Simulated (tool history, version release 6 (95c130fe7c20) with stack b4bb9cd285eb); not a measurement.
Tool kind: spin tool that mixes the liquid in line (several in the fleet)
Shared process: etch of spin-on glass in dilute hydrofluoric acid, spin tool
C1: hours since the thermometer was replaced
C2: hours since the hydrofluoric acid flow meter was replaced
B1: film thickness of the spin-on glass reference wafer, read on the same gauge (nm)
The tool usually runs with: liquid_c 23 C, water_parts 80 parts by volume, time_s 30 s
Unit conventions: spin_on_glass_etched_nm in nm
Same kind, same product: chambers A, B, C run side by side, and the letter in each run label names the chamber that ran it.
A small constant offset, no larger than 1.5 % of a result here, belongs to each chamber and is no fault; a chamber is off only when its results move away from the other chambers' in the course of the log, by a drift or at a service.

{"run": "1A", "hour": 11.9, "liquid_c": 23, "water_parts": 80, "time_s": 30, "C1": 811.8, "C2": 820.3, "B1": 140.03, "spin_on_glass_etched_nm": 16.286}
{"run": "2B", "hour": 23.7, "liquid_c": 23, "water_parts": 80, "time_s": 30, "C1": 1609.8, "C2": 355.5, "B1": 139.99, "spin_on_glass_etched_nm": 16.055}
{"run": "3C", "hour": 32.3, "liquid_c": 23, "water_parts": 80, "time_s": 30, "C1": 1359.1, "C2": 283.8, "B1": 140.05, "spin_on_glass_etched_nm": 16.143}
{"run": "4B", "hour": 41.9, "liquid_c": 23, "water_parts": 80, "time_s": 30, "C1": 1628, "C2": 373.7, "B1": 139.99, "spin_on_glass_etched_nm": 15.89}
{"run": "5A", "hour": 51.4, "liquid_c": 23, "water_parts": 80, "time_s": 30, "C1": 851.3, "C2": 859.8, "B1": 140.01, "spin_on_glass_etched_nm": 16.046}
{"hour": 60.0, "done": "chamber B: hydrofluoric acid flow meter replaced"}
{"run": "6C", "hour": 65.9, "liquid_c": 23, "water_parts": 80, "time_s": 30, "C1": 1392.7, "C2": 317.4, "B1": 140.04, "spin_on_glass_etched_nm": 16.126}
{"run": "7B", "hour": 77.8, "liquid_c": 21, "water_parts": 80, "time_s": 20, "C1": 1663.9, "C2": 17.9, "B1": 140.03, "spin_on_glass_etched_nm": 9.7053}
{"run": "8C", "hour": 89.2, "liquid_c": 21, "water_parts": 80, "time_s": 20, "C1": 1416, "C2": 340.7, "B1": 140.03, "spin_on_glass_etched_nm": 9.8886}
{"run": "9A", "hour": 96.3, "liquid_c": 21, "water_parts": 80, "time_s": 20, "C1": 896.2, "C2": 904.7, "B1": 140, "spin_on_glass_etched_nm": 10.051}
{"run": "10C", "hour": 107.2, "liquid_c": 23, "water_parts": 80, "time_s": 30, "C1": 1434, "C2": 358.7, "B1": 140.03, "spin_on_glass_etched_nm": 16.1}
{"run": "11A", "hour": 119.6, "liquid_c": 23, "water_parts": 80, "time_s": 30, "C1": 919.5, "C2": 928, "B1": 139.99, "spin_on_glass_etched_nm": 16.131}
{"run": "12B", "hour": 126.6, "liquid_c": 23, "water_parts": 80, "time_s": 30, "C1": 1712.7, "C2": 66.7, "B1": 140.03, "spin_on_glass_etched_nm": 16.07}
{"run": "13C", "hour": 134.1, "liquid_c": 23, "water_parts": 80, "time_s": 30, "C1": 1460.9, "C2": 385.6, "B1": 140.01, "spin_on_glass_etched_nm": 16.017}
{"run": "14B", "hour": 143.1, "liquid_c": 23, "water_parts": 80, "time_s": 30, "C1": 1729.2, "C2": 83.2, "B1": 140, "spin_on_glass_etched_nm": 15.815}
{"run": "15A", "hour": 156.5, "liquid_c": 23, "water_parts": 80, "time_s": 30, "C1": 956.4, "C2": 964.9, "B1": 140, "spin_on_glass_etched_nm": 16.63}
{"run": "16B", "hour": 167.0, "liquid_c": 23, "water_parts": 80, "time_s": 30, "C1": 1753.1, "C2": 107.1, "B1": 139.98, "spin_on_glass_etched_nm": 16.151}
{"run": "17C", "hour": 175.4, "liquid_c": 23, "water_parts": 80, "time_s": 30, "C1": 1502.2, "C2": 426.9, "B1": 139.96, "spin_on_glass_etched_nm": 16.031}
{"run": "18A", "hour": 185.1, "liquid_c": 23, "water_parts": 80, "time_s": 30, "C1": 985, "C2": 993.5, "B1": 140.07, "spin_on_glass_etched_nm": 16.63}
{"run": "19B", "hour": 200.3, "liquid_c": 23, "water_parts": 80, "time_s": 30, "C1": 1786.4, "C2": 140.4, "B1": 139.96, "spin_on_glass_etched_nm": 16.036}
{"run": "20A", "hour": 212.8, "liquid_c": 23, "water_parts": 80, "time_s": 30, "C1": 1012.7, "C2": 1021.2, "B1": 140.03, "spin_on_glass_etched_nm": 16.71}
{"run": "21C", "hour": 226.7, "liquid_c": 23, "water_parts": 80, "time_s": 30, "C1": 1553.5, "C2": 478.2, "B1": 140.02, "spin_on_glass_etched_nm": 15.975}
{"run": "22B", "hour": 238.7, "liquid_c": 23, "water_parts": 80, "time_s": 30, "C1": 1824.8, "C2": 178.8, "B1": 140.04, "spin_on_glass_etched_nm": 15.963}
{"hour": 241.9, "done": "chamber A: thermometer replaced"}
{"run": "23A", "hour": 253.9, "liquid_c": 23, "water_parts": 80, "time_s": 30, "C1": 12.1, "C2": 1062.3, "B1": 139.96, "spin_on_glass_etched_nm": 16.917}
{"run": "24C", "hour": 266.4, "liquid_c": 23, "water_parts": 80, "time_s": 30, "C1": 1593.2, "C2": 517.9, "B1": 140.03, "spin_on_glass_etched_nm": 16.147}

Decide between three cases: one chamber stands off from its peers, the gauge reading all wafers drifts, or nothing is wrong past each chamber's small offset. Where a chamber is off, say which and what most likely put it there.

It is chamber A that slowly wanders off from its peers.
Most likely cause: hydrofluoric acid flow above the setpoint (%) = 5.63.

Chamber A could run next with any of the 4 candidate recipes listed below; each alters the usual settings, and their results appear as question marks. Which one brings its results back in line with what the other chambers deliver on the usual settings?
In-line tolerance around the mean of the other chambers on the usual settings: spin_on_glass_etched_nm 0.41 nm
{"run": "25A-1", "hour": 277.3, "liquid_c": 23, "water_parts": 85, "time_s": 30, "spin_on_glass_etched_nm": "?"}
{"run": "25A-2", "hour": 277.3, "liquid_c": 26.5, "water_parts": 80, "time_s": 30, "spin_on_glass_etched_nm": "?"}
{"run": "25A-3", "hour": 277.3, "liquid_c": 19.5, "water_parts": 80, "time_s": 30, "spin_on_glass_etched_nm": "?"}
{"run": "25A-4", "hour": 277.3, "liquid_c": 23, "water_parts": 75, "time_s": 30, "spin_on_glass_etched_nm": "?"}

On the usual settings, the other chambers give on average: spin_on_glass_etched_nm 16.02 nm
run=25A-1 spin_on_glass_etched_nm=16.084
run=25A-2 spin_on_glass_etched_nm=19.765
run=25A-3 spin_on_glass_etched_nm=14.915
run=25A-4 spin_on_glass_etched_nm=18.483
It is 25A-1 that realigns the chamber with its peers.

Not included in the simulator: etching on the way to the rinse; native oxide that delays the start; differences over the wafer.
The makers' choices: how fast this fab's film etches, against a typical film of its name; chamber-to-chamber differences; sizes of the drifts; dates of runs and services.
